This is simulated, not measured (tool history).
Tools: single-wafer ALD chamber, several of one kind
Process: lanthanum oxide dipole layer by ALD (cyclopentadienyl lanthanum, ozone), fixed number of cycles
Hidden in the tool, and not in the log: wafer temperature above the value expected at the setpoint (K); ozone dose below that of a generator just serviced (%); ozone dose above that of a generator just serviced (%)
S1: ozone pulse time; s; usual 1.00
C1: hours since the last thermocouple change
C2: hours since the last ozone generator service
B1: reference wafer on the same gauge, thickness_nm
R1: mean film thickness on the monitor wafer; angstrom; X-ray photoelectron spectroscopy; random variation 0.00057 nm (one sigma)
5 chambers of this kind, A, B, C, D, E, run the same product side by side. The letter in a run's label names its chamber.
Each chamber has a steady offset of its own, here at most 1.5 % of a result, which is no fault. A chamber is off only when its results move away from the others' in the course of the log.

run	hour	S1	C1	C2	B1	R1
1A	10.0	1.00	1024.8	375.0	0.49181	5.0361
2C	15.5	1.00	1479.3	214.4	0.49197	5.0466
3B	24.8	1.00	1518.6	41.7	0.49197	4.9820
4E	33.1	1.00	888.7	1207.4	0.49169	4.9964
5D	44.0	1.00	68.4	822.2	0.49152	5.0656
6C	52.9	1.00	1516.7	251.8	0.49175	5.0559
7D	62.8	1.00	87.2	841.0	0.49154	5.0573
8A	68.3	1.26	1083.1	433.3	0.49138	5.3495
9B	74.6	1.26	1568.4	91.5	0.49146	5.3009
10E	81.6	1.26	937.2	1255.9	0.49142	5.3095
11E	88.1	1.26	943.7	1262.4	0.49138	5.3129
12A	96.5	1.26	1111.3	461.5	0.49122	5.3384
13D	104.9	1.00	129.3	883.1	0.49129	5.0584
14B	113.8	1.00	1607.6	130.7	0.49130	4.9693
15C	122.3	1.00	1586.1	321.2	0.49120	5.0389
16C	129.1	1.00	1592.9	328.0	0.49102	5.0420
17A	136.1	1.00	1150.9	501.1	0.49103	5.0296
18E	146.1	1.00	1001.7	1320.4	0.49093	4.9983
19B	157.0	1.14	1650.8	173.9	0.49093	5.1580
20D	163.9	1.14	188.3	942.1	0.49085	5.2552
21D	173.5	1.14	197.9	951.7	0.49077	5.2531
22A	183.6	1.14	1198.4	548.6	0.49075	5.2096
23C	192.5	1.14	1656.3	391.4	0.49061	5.2364
24B	199.8	1.00	1693.6	216.7	0.49044	4.9576
25E	204.6	1.00	1060.2	1378.9	0.49047	4.9868
26E	215.2	1.28	1070.8	1389.5	0.49044	5.3064
27A	221.4	1.28	1236.2	586.4	0.49040	5.3509
# hour 228.4: chamber E: ozone generator serviced
28C	230.0	1.28	1693.8	428.9	0.49040	5.3683
29D	239.5	1.28	263.9	1017.7	0.49026	5.3846
30B	248.9	1.28	1742.7	265.8	0.49017	5.2916
31B	254.1	1.00	1747.9	271.0	0.49032	4.9582
32A	262.9	1.00	1277.7	627.9	0.49015	5.0112
33E	273.4	1.00	1129.0	45.0	0.49015	4.9902
# hour 273.8: chamber B: thermocouple changed; heater temperature recalibrated
34D	282.9	0.75	307.3	1061.1	0.48999	4.5242
35C	292.6	0.75	1756.4	491.5	0.48997	4.5192
36C	297.5	0.75	1761.3	496.4	0.49002	4.5248
37D	302.5	0.75	326.9	1080.7	0.48991	4.5242
38A	310.5	0.75	1325.3	675.5	0.48979	4.5044
39B	317.1	1.00	43.4	334.0	0.48975	4.9482

Next, every chamber runs the same settings. What will each give?
40A	324.9	1.00				?
40B	324.9	1.00				?
40C	324.9	1.00				?
40D	324.9	1.00				?
40E	324.9	1.00				?

run	R1
40A	5.0124
40B	4.9443
40C	5.0321
40D	5.0381
40E	4.9794
